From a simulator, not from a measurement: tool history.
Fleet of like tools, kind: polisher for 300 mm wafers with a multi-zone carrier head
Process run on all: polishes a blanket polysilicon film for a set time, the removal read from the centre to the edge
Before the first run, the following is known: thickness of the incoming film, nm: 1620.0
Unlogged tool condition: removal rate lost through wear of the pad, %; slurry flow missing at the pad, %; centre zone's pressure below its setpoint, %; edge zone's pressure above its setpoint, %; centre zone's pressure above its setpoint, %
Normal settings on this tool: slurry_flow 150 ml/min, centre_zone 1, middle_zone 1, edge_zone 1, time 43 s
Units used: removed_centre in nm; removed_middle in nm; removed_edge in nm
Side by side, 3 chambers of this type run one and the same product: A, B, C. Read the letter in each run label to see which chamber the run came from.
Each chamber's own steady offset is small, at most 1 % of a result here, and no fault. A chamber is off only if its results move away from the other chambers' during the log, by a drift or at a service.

| run | hour | slurry_flow | centre_zone | middle_zone | edge_zone | time | wafers polished on this pad | hours since the slurry nozzle was cleaned | hours since the centre zone pressure was calibrated | hours since the edge zone pressure was calibrated | removed_centre | removed_middle | removed_edge |
|---|---|---|---|---|---|---|---|---|---|---|---|---|---|
| 1B | 2.2 | 150 | 1 | 1 | 1 | 43 | 1453 | 262.2 | 780.3 | 993 | 276.54 | 277.77 | 281.29 |
|  | 5.7 | chamber B: worn pad replaced by a new one |
|  | 6 | chamber B: centre zone pressure recalibrated |
| 2A | 6.1 | 150 | 1 | 1 | 1 | 43 | 341 | 179.1 | 215.7 | 468.5 | 276.09 | 273.36 | 277.88 |
| 3C | 9.8 | 150 | 1 | 1 | 1 | 43 | 682 | 295.6 | 202.6 | 453.8 | 279 | 278.97 | 274.01 |
|  | 10.7 | chamber C: worn pad replaced by a new one |
| 4A | 12.2 | 150 | 1 | 1 | 1 | 43 | 441 | 185.2 | 221.8 | 474.6 | 285.23 | 277.85 | 279.13 |
| 5C | 16.2 | 150 | 1 | 1.08 | 1 | 43 | 91 | 302 | 209 | 460.2 | 281.46 | 299.83 | 280.63 |
| 6B | 19.7 | 150 | 1 | 1.08 | 1 | 43 | 231 | 279.7 | 13.7 | 1010.5 | 278.02 | 300.92 | 283.25 |
| 7B | 23.4 | 150 | 1 | 1.08 | 1 | 43 | 291 | 283.4 | 17.4 | 1014.2 | 277.61 | 297.13 | 281.89 |
| 8A | 26.5 | 150 | 1 | 1 | 1 | 43 | 675 | 199.5 | 236.1 | 488.9 | 275.95 | 279.12 | 279.91 |
|  | 29.4 | chamber B: slurry nozzle cleaned |
| 9C | 30.7 | 150 | 1 | 1 | 1 | 43 | 329 | 316.5 | 223.5 | 474.7 | 277.18 | 278.66 | 272.01 |
| 10B | 34.9 | 150 | 1 | 1 | 1 | 43 | 480 | 5.6 | 28.9 | 1025.7 | 278.49 | 277.03 | 277.96 |
| 11A | 37.1 | 150 | 1 | 1 | 1 | 43 | 849 | 210.1 | 246.7 | 499.5 | 270.51 | 276.15 | 279.41 |
| 12C | 38.9 | 150 | 1 | 1 | 1 | 43 | 463 | 324.7 | 231.7 | 482.9 | 273.88 | 279.32 | 276.34 |
| 13B | 41.9 | 150 | 1 | 1 | 0.94 | 43 | 595 | 12.6 | 35.9 | 1032.7 | 280.51 | 275.32 | 274.32 |
| 14A | 45.1 | 150 | 1 | 1 | 0.94 | 43 | 980 | 218.1 | 254.7 | 507.5 | 270.48 | 276.9 | 268.79 |
| 15C | 48.1 | 150 | 1 | 1 | 0.94 | 43 | 614 | 333.9 | 240.9 | 492.1 | 277.57 | 280.37 | 270.7 |
|  | 49.6 | chamber A: worn pad replaced by a new one |
| 16B | 52.1 | 150 | 1 | 1 | 1 | 43 | 762 | 22.8 | 46.1 | 1042.9 | 283.15 | 277.23 | 282.22 |
| 17A | 55.3 | 150 | 1 | 1 | 0.9 | 48 | 93 | 228.3 | 264.9 | 517.7 | 301.62 | 310.5 | 300.62 |
| 18C | 58.4 | 150 | 1 | 1 | 0.9 | 48 | 783 | 344.2 | 251.2 | 502.4 | 311.55 | 312.65 | 289.08 |
|  | 59.3 | chamber C: worn pad replaced by a new one |
| 19C | 62.3 | 150 | 1 | 1 | 0.9 | 48 | 50 | 348.1 | 255.1 | 506.3 | 313.32 | 311.87 | 295.82 |
| 20B | 65.5 | 150 | 1 | 1 | 1 | 43 | 982 | 36.2 | 59.5 | 1056.3 | 275.51 | 276.79 | 280.5 |
| 21A | 68.5 | 150 | 1 | 1 | 1 | 43 | 310 | 241.5 | 278.1 | 530.9 | 262.21 | 272.99 | 284.15 |
|  | 70.9 | chamber B: edge zone pressure recalibrated |
| 22B | 71 | 130 | 1 | 1 | 1.09 | 43 | 1072 | 41.7 | 65 | 0.2 | 266.41 | 268.13 | 286.33 |
| 23C | 73.5 | 130 | 1 | 1 | 1.09 | 43 | 233 | 359.3 | 266.3 | 517.5 | 269.49 | 272.53 | 281.77 |
| 24A | 76.3 | 130 | 1 | 1 | 1.09 | 43 | 438 | 249.3 | 285.9 | 538.7 | 254 | 268.47 | 285.26 |
| 25B | 78.5 | 190 | 1 | 1 | 1 | 43 | 1195 | 49.2 | 72.5 | 7.7 | 287.92 | 286.81 | 291.28 |
| 26C | 81.7 | 190 | 1 | 1 | 1 | 43 | 368 | 367.5 | 274.5 | 525.7 | 293.01 | 289.34 | 284.59 |

Is one chamber out of step, is the gauge drifting, or do the chambers differ by no more than their own small offsets? For an off chamber, give its letter and the likeliest cause.

It is chamber A that slowly wanders off from its peers.
Cause: centre zone's pressure below its setpoint, % = 7.05.

Chamber A could run next with any of the 4 candidate recipes listed below; each alters the usual settings, and their results appear as question marks. Which one brings its results back in line with what the other chambers deliver on the usual settings?
Allowed miss from the other chambers' usual-settings mean, per result, to count as in line: removed_centre 8.8 nm; removed_middle 6.5 nm; removed_edge 10 nm
| 27A-1 | 84.7 | 155 | 1.06 | 0.99 | 0.98 | 43 |  |  |  |  | ? | ? | ? |
| 27A-2 | 84.7 | 145 | 0.94 | 1.01 | 1.02 | 43 |  |  |  |  | ? | ? | ? |
| 27A-3 | 84.7 | 140 | 0.89 | 1.01 | 1.04 | 43 |  |  |  |  | ? | ? | ? |
| 27A-4 | 84.7 | 160 | 1.11 | 0.99 | 0.96 | 43 |  |  |  |  | ? | ? | ? |

The mean the other chambers reach with the usual settings: removed_centre 277.13 nm; removed_middle 277.46 nm; removed_edge 278.1 nm
| run | removed_centre | removed_middle | removed_edge |
|---|---|---|---|
| 27A-1 | 274.91 | 275.69 | 279.54 |
| 27A-2 | 237.51 | 277.4 | 282.76 |
| 27A-3 | 221.77 | 275.52 | 284.24 |
| 27A-4 | 290.97 | 277.23 | 277.74 |
27A-1 is the one that brings the chamber's results back in line with the other chambers.
